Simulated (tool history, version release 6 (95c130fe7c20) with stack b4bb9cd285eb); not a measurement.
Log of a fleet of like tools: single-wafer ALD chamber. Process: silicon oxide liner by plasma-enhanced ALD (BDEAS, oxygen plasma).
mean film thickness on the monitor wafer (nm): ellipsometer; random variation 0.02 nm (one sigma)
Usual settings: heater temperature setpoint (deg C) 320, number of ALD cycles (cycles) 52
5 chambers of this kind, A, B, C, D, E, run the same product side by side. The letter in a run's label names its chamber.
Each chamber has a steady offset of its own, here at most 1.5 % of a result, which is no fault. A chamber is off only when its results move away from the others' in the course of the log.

run,day,heater temperature setpoint (deg C),number of ALD cycles (cycles),hours since the last thermocouple change,"read-back reference wafer on the same gauge, thickness_nm",mean film thickness on the monitor wafer (nm)
1E,0.175,320,52,449.0,3.8996,4.7412
2C,0.412,320,52,116.2,3.8975,4.7070
3B,0.633,320,52,445.6,3.9033,4.7630
4D,0.788,320,52,669.6,3.8942,4.7448
5A,1.050,320,52,632.1,3.9009,4.6873
6C,1.283,320,52,137.1,3.9023,4.7029
7B,1.404,320,52,464.1,3.8987,4.7565
8D,1.575,320,52,688.5,3.9051,4.7106
9A,1.817,320,52,650.5,3.9014,4.6834
10E,2.083,328,52,494.8,3.8986,4.6324
11B,2.312,328,52,485.9,3.9001,4.6851
12E,2.571,328,52,506.5,3.8943,4.6824
13D,2.796,328,52,717.8,3.9007,4.6584
14C,3.025,328,52,178.9,3.9039,4.6377
15A,3.196,320,52,683.6,3.8983,4.7128
16C,3.333,320,52,186.3,3.9006,4.6710
17A,3.521,320,52,691.4,3.9009,4.6532
18D,3.646,320,52,738.2,3.9012,4.6721
19B,3.817,320,52,522.0,3.8980,4.8130
20E,3.988,320,52,540.5,3.9030,4.6949
21A,4.254,320,52,709.0,3.9041,4.6981
22B,4.392,320,52,535.8,3.8994,4.7332
23E,4.671,320,52,556.9,3.8979,4.6769
24D,4.925,320,52,768.9,3.8985,4.7072
25C,5.104,320,52,228.8,3.9019,4.7016
26A,5.275,320,52,733.5,3.9013,4.6388
27E,5.446,311,48,575.5,3.9027,4.3578
28B,5.667,311,48,566.4,3.9007,4.4787
29D,5.821,311,48,790.4,3.9006,4.4147
30C,6.025,311,48,250.9,3.8993,4.3830
31C,6.154,311,48,254.0,3.9062,4.4137
32B,6.383,320,52,583.6,3.8994,4.7486
33E,6.608,320,52,603.4,3.9014,4.7187
34D,6.833,320,57,814.7,3.8994,5.1511
35A,7.054,320,57,776.2,3.9025,5.1231
36B,7.192,320,57,603.0,3.8967,5.2230
37D,7.342,320,57,826.9,3.8984,5.1800

Is one chamber off against the others, does the gauge drift, or is nothing wrong? If a chamber is off, say which, and what the likeliest cause is.

No chamber stands off beyond its own small offset, and the gauge holds steady.
